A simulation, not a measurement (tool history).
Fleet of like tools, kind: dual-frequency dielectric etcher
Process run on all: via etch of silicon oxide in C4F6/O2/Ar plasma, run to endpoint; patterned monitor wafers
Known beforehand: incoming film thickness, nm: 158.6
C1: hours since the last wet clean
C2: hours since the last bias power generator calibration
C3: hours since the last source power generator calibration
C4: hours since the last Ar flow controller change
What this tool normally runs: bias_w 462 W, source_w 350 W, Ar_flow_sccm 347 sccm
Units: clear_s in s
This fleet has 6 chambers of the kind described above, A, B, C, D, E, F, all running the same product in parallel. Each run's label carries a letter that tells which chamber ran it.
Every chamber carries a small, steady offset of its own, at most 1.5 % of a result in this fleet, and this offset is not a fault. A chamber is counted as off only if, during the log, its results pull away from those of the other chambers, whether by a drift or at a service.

{"run": "1B", "hour": 9.1, "bias_w": 462, "source_w": 350, "Ar_flow_sccm": 347, "C1": 67.3, "C2": 275.5, "C3": 3329.5, "C4": 554.8, "clear_s": 38.073}
{"run": "2E", "hour": 16.5, "bias_w": 462, "source_w": 350, "Ar_flow_sccm": 347, "C1": 206.5, "C2": 2067.7, "C3": 1403.9, "C4": 1087.5, "clear_s": 37.62}
{"run": "3D", "hour": 26.9, "bias_w": 462, "source_w": 350, "Ar_flow_sccm": 347, "C1": 128.9, "C2": 985.8, "C3": 958.0, "C4": 1564.8, "clear_s": 38.276}
{"run": "4F", "hour": 35.3, "bias_w": 462, "source_w": 350, "Ar_flow_sccm": 347, "C1": 132.3, "C2": 4261.0, "C3": 2769.9, "C4": 2394.6, "clear_s": 38.321}
{"run": "5C", "hour": 44.4, "bias_w": 462, "source_w": 350, "Ar_flow_sccm": 347, "C1": 472.8, "C2": 1368.8, "C3": 1028.4, "C4": 760.1, "clear_s": 37.754}
{"run": "6A", "hour": 55.4, "bias_w": 521, "source_w": 350, "Ar_flow_sccm": 383, "C1": 74.0, "C2": 895.3, "C3": 2632.0, "C4": 4061.9, "clear_s": 37.368}
{"hour": 58.7, "done": "chamber A: Ar flow controller replaced"}
{"hour": 62.9, "done": "chamber C: wet clean of the chamber"}
{"run": "7F", "hour": 64.3, "bias_w": 521, "source_w": 350, "Ar_flow_sccm": 383, "C1": 161.3, "C2": 4290.0, "C3": 2798.9, "C4": 2423.6, "clear_s": 36.706}
{"run": "8A", "hour": 72.6, "bias_w": 521, "source_w": 350, "Ar_flow_sccm": 383, "C1": 91.2, "C2": 912.5, "C3": 2649.2, "C4": 13.9, "clear_s": 37.579}
{"run": "9B", "hour": 79.2, "bias_w": 521, "source_w": 350, "Ar_flow_sccm": 383, "C1": 137.4, "C2": 345.6, "C3": 3399.6, "C4": 624.9, "clear_s": 36.397}
{"run": "10E", "hour": 90.6, "bias_w": 521, "source_w": 350, "Ar_flow_sccm": 383, "C1": 280.6, "C2": 2141.8, "C3": 1478.0, "C4": 1161.6, "clear_s": 37.353}
{"run": "11C", "hour": 100.2, "bias_w": 521, "source_w": 350, "Ar_flow_sccm": 383, "C1": 37.3, "C2": 1424.6, "C3": 1084.2, "C4": 815.9, "clear_s": 36.967}
{"run": "12D", "hour": 106.7, "bias_w": 462, "source_w": 350, "Ar_flow_sccm": 347, "C1": 208.7, "C2": 1065.6, "C3": 1037.8, "C4": 1644.6, "clear_s": 38.572}
{"run": "13E", "hour": 117.4, "bias_w": 376, "source_w": 350, "Ar_flow_sccm": 347, "C1": 307.4, "C2": 2168.6, "C3": 1504.8, "C4": 1188.4, "clear_s": 40.945}
{"run": "14C", "hour": 129.0, "bias_w": 376, "source_w": 350, "Ar_flow_sccm": 347, "C1": 66.1, "C2": 1453.4, "C3": 1113.0, "C4": 844.7, "clear_s": 41.177}
{"run": "15A", "hour": 140.1, "bias_w": 376, "source_w": 350, "Ar_flow_sccm": 347, "C1": 158.7, "C2": 980.0, "C3": 2716.7, "C4": 81.4, "clear_s": 41.466}
{"run": "16B", "hour": 147.0, "bias_w": 376, "source_w": 350, "Ar_flow_sccm": 347, "C1": 205.2, "C2": 413.4, "C3": 3467.4, "C4": 692.7, "clear_s": 40.975}
{"run": "17F", "hour": 157.3, "bias_w": 376, "source_w": 350, "Ar_flow_sccm": 347, "C1": 254.3, "C2": 4383.0, "C3": 2891.9, "C4": 2516.6, "clear_s": 41.185}
{"run": "18D", "hour": 169.7, "bias_w": 376, "source_w": 350, "Ar_flow_sccm": 347, "C1": 271.7, "C2": 1128.6, "C3": 1100.8, "C4": 1707.6, "clear_s": 41.047}
{"hour": 176.9, "done": "chamber C: bias power generator calibrated"}
{"run": "19C", "hour": 177.7, "bias_w": 462, "source_w": 350, "Ar_flow_sccm": 347, "C1": 114.8, "C2": 0.8, "C3": 1161.7, "C4": 893.4, "clear_s": 38.096}
{"run": "20D", "hour": 183.3, "bias_w": 462, "source_w": 350, "Ar_flow_sccm": 347, "C1": 285.3, "C2": 1142.2, "C3": 1114.4, "C4": 1721.2, "clear_s": 38.366}
{"run": "21E", "hour": 191.8, "bias_w": 462, "source_w": 350, "Ar_flow_sccm": 347, "C1": 381.8, "C2": 2243.0, "C3": 1579.2, "C4": 1262.8, "clear_s": 37.935}
{"hour": 195.7, "done": "chamber F: bias power generator calibrated"}
{"run": "22A", "hour": 197.9, "bias_w": 462, "source_w": 350, "Ar_flow_sccm": 347, "C1": 216.5, "C2": 1037.8, "C3": 2774.5, "C4": 139.2, "clear_s": 38.313}
{"run": "23B", "hour": 207.2, "bias_w": 462, "source_w": 350, "Ar_flow_sccm": 347, "C1": 265.4, "C2": 473.6, "C3": 3527.6, "C4": 752.9, "clear_s": 38.121}
{"run": "24F", "hour": 213.1, "bias_w": 462, "source_w": 350, "Ar_flow_sccm": 347, "C1": 310.1, "C2": 17.5, "C3": 2947.7, "C4": 2572.4, "clear_s": 37.753}
{"run": "25A", "hour": 224.4, "bias_w": 462, "source_w": 350, "Ar_flow_sccm": 347, "C1": 243.0, "C2": 1064.3, "C3": 2801.0, "C4": 165.7, "clear_s": 39.423}
{"run": "26D", "hour": 235.2, "bias_w": 462, "source_w": 410, "Ar_flow_sccm": 402, "C1": 337.2, "C2": 1194.1, "C3": 1166.3, "C4": 1773.1, "clear_s": 36.729}
{"hour": 235.7, "done": "chamber E: wet clean of the chamber"}
{"run": "27C", "hour": 241.0, "bias_w": 462, "source_w": 410, "Ar_flow_sccm": 402, "C1": 178.1, "C2": 64.1, "C3": 1225.0, "C4": 956.7, "clear_s": 36.655}
{"run": "28B", "hour": 249.1, "bias_w": 462, "source_w": 410, "Ar_flow_sccm": 402, "C1": 307.3, "C2": 515.5, "C3": 3569.5, "C4": 794.8, "clear_s": 36.798}
{"run": "29E", "hour": 255.8, "bias_w": 462, "source_w": 410, "Ar_flow_sccm": 402, "C1": 20.1, "C2": 2307.0, "C3": 1643.2, "C4": 1326.8, "clear_s": 37.021}
{"run": "30F", "hour": 264.8, "bias_w": 462, "source_w": 410, "Ar_flow_sccm": 402, "C1": 361.8, "C2": 69.2, "C3": 2999.4, "C4": 2624.1, "clear_s": 36.29}
{"run": "31B", "hour": 271.1, "bias_w": 462, "source_w": 410, "Ar_flow_sccm": 402, "C1": 329.3, "C2": 537.5, "C3": 3591.5, "C4": 816.8, "clear_s": 36.917}
{"run": "32A", "hour": 280.2, "bias_w": 462, "source_w": 350, "Ar_flow_sccm": 347, "C1": 298.8, "C2": 1120.1, "C3": 2856.8, "C4": 221.5, "clear_s": 39.192}
{"run": "33F", "hour": 288.0, "bias_w": 462, "source_w": 350, "Ar_flow_sccm": 347, "C1": 385.0, "C2": 92.4, "C3": 3022.6, "C4": 2647.3, "clear_s": 38.23}
{"run": "34D", "hour": 300.2, "bias_w": 462, "source_w": 350, "Ar_flow_sccm": 347, "C1": 402.2, "C2": 1259.1, "C3": 1231.3, "C4": 1838.1, "clear_s": 38.093}
{"run": "35C", "hour": 311.9, "bias_w": 462, "source_w": 350, "Ar_flow_sccm": 347, "C1": 249.0, "C2": 135.0, "C3": 1295.9, "C4": 1027.6, "clear_s": 38.223}
{"run": "36E", "hour": 317.9, "bias_w": 462, "source_w": 350, "Ar_flow_sccm": 347, "C1": 82.2, "C2": 2369.1, "C3": 1705.3, "C4": 1388.9, "clear_s": 37.489}
{"run": "37A", "hour": 325.3, "bias_w": 462, "source_w": 350, "Ar_flow_sccm": 347, "C1": 343.9, "C2": 1165.2, "C3": 2901.9, "C4": 266.6, "clear_s": 39.387}
{"run": "38C", "hour": 336.0, "bias_w": 462, "source_w": 350, "Ar_flow_sccm": 347, "C1": 273.1, "C2": 159.1, "C3": 1320.0, "C4": 1051.7, "clear_s": 38.37}

Next, all 6 chambers run the settings below, one line each with question marks for the results. What does each chamber give?
{"run": "39A", "hour": 345.3, "bias_w": 426, "source_w": 350, "Ar_flow_sccm": 347, "clear_s": "?"}
{"run": "39B", "hour": 345.3, "bias_w": 426, "source_w": 350, "Ar_flow_sccm": 347, "clear_s": "?"}
{"run": "39C", "hour": 345.3, "bias_w": 426, "source_w": 350, "Ar_flow_sccm": 347, "clear_s": "?"}
{"run": "39D", "hour": 345.3, "bias_w": 426, "source_w": 350, "Ar_flow_sccm": 347, "clear_s": "?"}
{"run": "39E", "hour": 345.3, "bias_w": 426, "source_w": 350, "Ar_flow_sccm": 347, "clear_s": "?"}
{"run": "39F", "hour": 345.3, "bias_w": 426, "source_w": 350, "Ar_flow_sccm": 347, "clear_s": "?"}

run=39A clear_s=39.211
run=39B clear_s=38.969
run=39C clear_s=39.661
run=39D clear_s=39.006
run=39E clear_s=39.630
run=39F clear_s=39.101

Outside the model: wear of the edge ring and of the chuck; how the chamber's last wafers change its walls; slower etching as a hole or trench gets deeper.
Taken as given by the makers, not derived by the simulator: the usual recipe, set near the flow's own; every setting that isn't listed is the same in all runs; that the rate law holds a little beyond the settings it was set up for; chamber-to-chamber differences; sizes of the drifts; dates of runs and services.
